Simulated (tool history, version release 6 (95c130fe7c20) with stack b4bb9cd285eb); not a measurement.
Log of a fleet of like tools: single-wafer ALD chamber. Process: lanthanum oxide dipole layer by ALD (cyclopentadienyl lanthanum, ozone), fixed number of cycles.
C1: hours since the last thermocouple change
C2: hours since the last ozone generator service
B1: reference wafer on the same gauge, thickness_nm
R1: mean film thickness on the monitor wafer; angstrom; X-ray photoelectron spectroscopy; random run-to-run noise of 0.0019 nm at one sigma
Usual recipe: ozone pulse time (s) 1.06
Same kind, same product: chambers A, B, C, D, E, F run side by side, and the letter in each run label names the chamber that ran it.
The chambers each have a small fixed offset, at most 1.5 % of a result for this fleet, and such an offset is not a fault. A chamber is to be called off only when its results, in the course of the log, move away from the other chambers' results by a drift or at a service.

{"run": "1A", "hour": 11.2, "ozone pulse time (s)": 1.06, "C1": 222.6, "C2": 218.2, "B1": 0.42812, "R1": 5.0633}
{"run": "2B", "hour": 18.3, "ozone pulse time (s)": 1.06, "C1": 319.6, "C2": 1702.7, "B1": 0.42772, "R1": 5.0896}
{"run": "3C", "hour": 29.3, "ozone pulse time (s)": 1.06, "C1": 147.3, "C2": 370.4, "B1": 0.42795, "R1": 5.0635}
{"run": "4D", "hour": 40.9, "ozone pulse time (s)": 1.06, "C1": 210.1, "C2": 679.6, "B1": 0.42786, "R1": 5.0688}
{"run": "5E", "hour": 47.1, "ozone pulse time (s)": 1.06, "C1": 2077.0, "C2": 805.3, "B1": 0.42819, "R1": 5.0491}
{"run": "6F", "hour": 55.5, "ozone pulse time (s)": 1.06, "C1": 1362.4, "C2": 1355.3, "B1": 0.42801, "R1": 5.1712}
{"hour": 57.9, "done": "chamber B: ozone generator serviced"}
{"run": "7C", "hour": 61.4, "ozone pulse time (s)": 1.24, "C1": 179.4, "C2": 402.5, "B1": 0.42789, "R1": 5.2777}
{"run": "8B", "hour": 74.5, "ozone pulse time (s)": 1.24, "C1": 375.8, "C2": 16.6, "B1": 0.42843, "R1": 5.2601}
{"hour": 82.8, "done": "chamber D: ozone generator serviced"}
{"run": "9F", "hour": 86.0, "ozone pulse time (s)": 1.24, "C1": 1392.9, "C2": 1385.8, "B1": 0.42806, "R1": 5.3564}
{"run": "10D", "hour": 96.5, "ozone pulse time (s)": 1.24, "C1": 265.7, "C2": 13.7, "B1": 0.42773, "R1": 5.2381}
{"run": "11E", "hour": 109.2, "ozone pulse time (s)": 1.24, "C1": 2139.1, "C2": 867.4, "B1": 0.42802, "R1": 5.2387}
{"run": "12A", "hour": 122.5, "ozone pulse time (s)": 1.24, "C1": 333.9, "C2": 329.5, "B1": 0.428, "R1": 5.2794}
{"run": "13E", "hour": 130.2, "ozone pulse time (s)": 1.06, "C1": 2160.1, "C2": 888.4, "B1": 0.42778, "R1": 5.0299}
{"run": "14B", "hour": 138.8, "ozone pulse time (s)": 1.06, "C1": 440.1, "C2": 80.9, "B1": 0.42781, "R1": 5.0533}
{"run": "15A", "hour": 152.0, "ozone pulse time (s)": 1.06, "C1": 363.4, "C2": 359.0, "B1": 0.428, "R1": 5.0583}
{"run": "16D", "hour": 159.6, "ozone pulse time (s)": 1.06, "C1": 328.8, "C2": 76.8, "B1": 0.42868, "R1": 5.0794}
{"run": "17C", "hour": 166.0, "ozone pulse time (s)": 1.06, "C1": 284.0, "C2": 507.1, "B1": 0.42772, "R1": 5.0649}
{"run": "18F", "hour": 175.0, "ozone pulse time (s)": 1.06, "C1": 1481.9, "C2": 1474.8, "B1": 0.42804, "R1": 5.1579}
{"run": "19C", "hour": 186.9, "ozone pulse time (s)": 1.06, "C1": 304.9, "C2": 528.0, "B1": 0.42776, "R1": 5.0538}
{"run": "20D", "hour": 198.8, "ozone pulse time (s)": 1.06, "C1": 368.0, "C2": 116.0, "B1": 0.4278, "R1": 5.0511}
{"run": "21A", "hour": 207.1, "ozone pulse time (s)": 0.82, "C1": 418.5, "C2": 414.1, "B1": 0.42818, "R1": 4.6343}
{"run": "22B", "hour": 218.4, "ozone pulse time (s)": 0.82, "C1": 519.7, "C2": 160.5, "B1": 0.42813, "R1": 4.6803}
{"run": "23E", "hour": 230.1, "ozone pulse time (s)": 0.82, "C1": 2260.0, "C2": 988.3, "B1": 0.42763, "R1": 4.65}
{"hour": 235.2, "done": "chamber F: ozone generator serviced"}
{"run": "24F", "hour": 241.9, "ozone pulse time (s)": 0.82, "C1": 1548.8, "C2": 6.7, "B1": 0.42813, "R1": 4.6772}
{"run": "25E", "hour": 251.3, "ozone pulse time (s)": 0.82, "C1": 2281.2, "C2": 1009.5, "B1": 0.42807, "R1": 4.6556}
{"run": "26B", "hour": 260.2, "ozone pulse time (s)": 0.82, "C1": 561.5, "C2": 202.3, "B1": 0.42779, "R1": 4.6458}
{"run": "27C", "hour": 269.8, "ozone pulse time (s)": 1.06, "C1": 387.8, "C2": 610.9, "B1": 0.42798, "R1": 5.0621}
{"run": "28D", "hour": 282.5, "ozone pulse time (s)": 1.06, "C1": 451.7, "C2": 199.7, "B1": 0.42836, "R1": 5.074}
{"run": "29F", "hour": 290.5, "ozone pulse time (s)": 1.06, "C1": 1597.4, "C2": 55.3, "B1": 0.42811, "R1": 5.127}
{"hour": 292.6, "done": "chamber C: ozone generator serviced"}
{"hour": 295.3, "done": "chamber A: ozone generator serviced"}
{"run": "30A", "hour": 300.6, "ozone pulse time (s)": 1.06, "C1": 512.0, "C2": 5.4, "B1": 0.42779, "R1": 5.0696}
{"run": "31B", "hour": 308.9, "ozone pulse time (s)": 1.06, "C1": 610.2, "C2": 251.0, "B1": 0.42794, "R1": 5.0965}
{"run": "32F", "hour": 316.3, "ozone pulse time (s)": 1.06, "C1": 1623.2, "C2": 81.1, "B1": 0.42774, "R1": 5.1319}
{"run": "33D", "hour": 325.4, "ozone pulse time (s)": 1.06, "C1": 494.6, "C2": 242.6, "B1": 0.42811, "R1": 5.0495}
{"run": "34E", "hour": 335.5, "ozone pulse time (s)": 1.36, "C1": 2365.4, "C2": 1093.7, "B1": 0.4282, "R1": 5.3688}
{"run": "35A", "hour": 346.3, "ozone pulse time (s)": 1.36, "C1": 557.7, "C2": 51.1, "B1": 0.42812, "R1": 5.3626}
{"run": "36C", "hour": 353.0, "ozone pulse time (s)": 1.36, "C1": 471.0, "C2": 60.5, "B1": 0.42841, "R1": 5.3819}

Next, every chamber runs the same settings. What will each give?
{"run": "37A", "hour": 362.8, "ozone pulse time (s)": 1.06, "R1": "?"}
{"run": "37B", "hour": 362.8, "ozone pulse time (s)": 1.06, "R1": "?"}
{"run": "37C", "hour": 362.8, "ozone pulse time (s)": 1.06, "R1": "?"}
{"run": "37D", "hour": 362.8, "ozone pulse time (s)": 1.06, "R1": "?"}
{"run": "37E", "hour": 362.8, "ozone pulse time (s)": 1.06, "R1": "?"}
{"run": "37F", "hour": 362.8, "ozone pulse time (s)": 1.06, "R1": "?"}

run=37A R1=5.0515
run=37B R1=5.0687
run=37C R1=5.0488
run=37D R1=5.0632
run=37E R1=5.0557
run=37F R1=5.1438
